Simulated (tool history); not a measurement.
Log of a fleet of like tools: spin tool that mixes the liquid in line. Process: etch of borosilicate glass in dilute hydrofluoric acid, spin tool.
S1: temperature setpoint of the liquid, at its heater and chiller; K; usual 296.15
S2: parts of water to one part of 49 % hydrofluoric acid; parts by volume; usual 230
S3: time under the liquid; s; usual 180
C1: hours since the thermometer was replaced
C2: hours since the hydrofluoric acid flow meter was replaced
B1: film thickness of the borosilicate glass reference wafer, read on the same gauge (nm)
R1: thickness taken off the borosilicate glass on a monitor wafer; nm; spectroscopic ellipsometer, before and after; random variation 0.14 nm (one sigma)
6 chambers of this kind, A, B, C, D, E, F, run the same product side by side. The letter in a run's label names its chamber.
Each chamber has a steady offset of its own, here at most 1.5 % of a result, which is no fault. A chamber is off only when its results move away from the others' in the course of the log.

run,hour,S1,S2,S3,C1,C2,B1,R1
1D,13.1,296.15,230,180,1028,570.1,150.01,23.921
2F,24.2,296.15,230,180,361.8,499.2,149.97,23.605
3C,40.7,296.15,230,180,510.8,146.4,150.05,24.236
4B,49.1,296.15,230,180,83.1,1904.7,149.96,23.598
# hour 65.7: chamber A: hydrofluoric acid flow meter replaced
5E,65.8,296.15,230,180,767.5,422.9,150.02,23.998
6A,75.4,296.15,230,180,741,9.7,150.02,23.966
7E,89.9,296.15,230,180,791.6,447,150.04,23.623
8A,97.1,296.15,230,180,762.7,31.4,150.02,23.564
# hour 98.1: chamber E: hydrofluoric acid flow meter replaced
9D,105.4,296.15,230,180,1120.3,662.4,149.97,23.8
10F,116.1,296.15,230,180,453.7,591.1,150,23.609
11C,127,296.15,230,180,597.1,232.7,149.98,23.912
12B,139.6,296.15,230,180,173.6,1995.2,150.03,23.607
13F,147.2,296.15,230,180,484.8,622.2,149.98,23.34
14B,157.6,296.15,230,180,191.6,2013.2,150.01,23.668
# hour 172.9: chamber D: thermometer replaced
15C,172.9,293.15,230,220,643,278.6,149.98,26.264
16E,181.9,293.15,230,220,883.6,83.8,150.05,25.984
17A,197,293.15,230,220,862.6,131.3,149.99,25.981
18D,204.8,293.15,230,220,32,761.8,150.02,26.25
# hour 207.7: chamber A: thermometer replaced
19B,221.3,293.15,230,220,255.3,2076.9,150,25.686
20D,235,293.15,230,220,62.2,792,150.02,26.234
# hour 238.1: chamber F: hydrofluoric acid flow meter replaced
21C,251.1,296.15,230,180,721.2,356.8,150.01,23.709
22A,267,291.15,230,180,59.4,201.3,150.01,19.742
23F,282.6,291.15,230,180,620.2,44.5,149.98,19.496
24E,293.6,291.15,230,180,995.3,195.5,150,20.054
25F,309.7,291.15,230,180,647.3,71.6,150.06,19.412
26A,320.2,291.15,230,180,112.6,254.5,150,19.778
27E,327.7,291.15,230,180,1029.4,229.6,150.02,20.016
28D,337.5,300.65,230,105,164.7,894.5,150.03,16.28
29B,348.6,300.65,230,105,382.6,2204.2,149.95,16.265
30C,357.8,300.65,230,105,827.9,463.5,149.99,16.401
31D,366.1,300.65,230,105,193.3,923.1,149.96,16.354
# hour 366.3: chamber D: hydrofluoric acid flow meter replaced
32B,377.4,300.65,230,105,411.4,2233,150,16.248
33E,390.7,300.65,230,105,1092.4,292.6,150.02,16.743
34A,403,296.15,230,180,195.4,337.3,150.01,23.71
35F,417.2,296.15,230,180,754.8,179.1,150,23.664
36C,426,296.15,230,180,896.1,531.7,149.97,24.019
37B,435.5,296.15,230,180,469.5,2291.1,150,23.742
38C,451.6,296.15,230,180,921.7,557.3,150.01,23.872
39D,459.8,296.15,230,180,287,93.5,149.99,23.93
40F,475.4,296.15,230,180,813,237.3,150.01,23.654
41E,486.2,296.15,230,180,1187.9,388.1,150.03,24.583
42A,502.4,296.15,230,180,294.8,436.7,149.97,23.825
43F,510.9,296.15,230,180,848.5,272.8,150.04,23.674
44B,526.1,296.15,230,180,560.1,2381.7,150.02,23.897

What goes on in this fleet: one chamber off, a drifting gauge, or nothing beyond the chambers' own small offsets? Name the chamber and the cause, if any.

Chamber E drifts away from the others.
Cause: liquid hotter than its thermometer reads (K) = 1.72.
The log may not tell that from: hydrofluoric acid flow above the setpoint (%).

Here are 4 candidates for chamber E's next run, each the usual settings with a change, their results left as question marks. Which one brings its results back in line with what the others give on the usual settings?
In line means no further than this from the other chambers' mean on the usual settings: R1 0.5 nm
45E-1,538.1,296.15,225,185,,,,?
45E-2,538.1,296.15,235,175,,,,?
45E-3,538.1,295.65,230,180,,,,?
45E-4,538.1,296.65,230,180,,,,?

The other chambers' mean on the usual settings: R1 23.779 nm
run,R1
45E-1,26.487
45E-2,23.74
45E-3,24.631
45E-4,25.524
45E-2 brings the chamber back in line.

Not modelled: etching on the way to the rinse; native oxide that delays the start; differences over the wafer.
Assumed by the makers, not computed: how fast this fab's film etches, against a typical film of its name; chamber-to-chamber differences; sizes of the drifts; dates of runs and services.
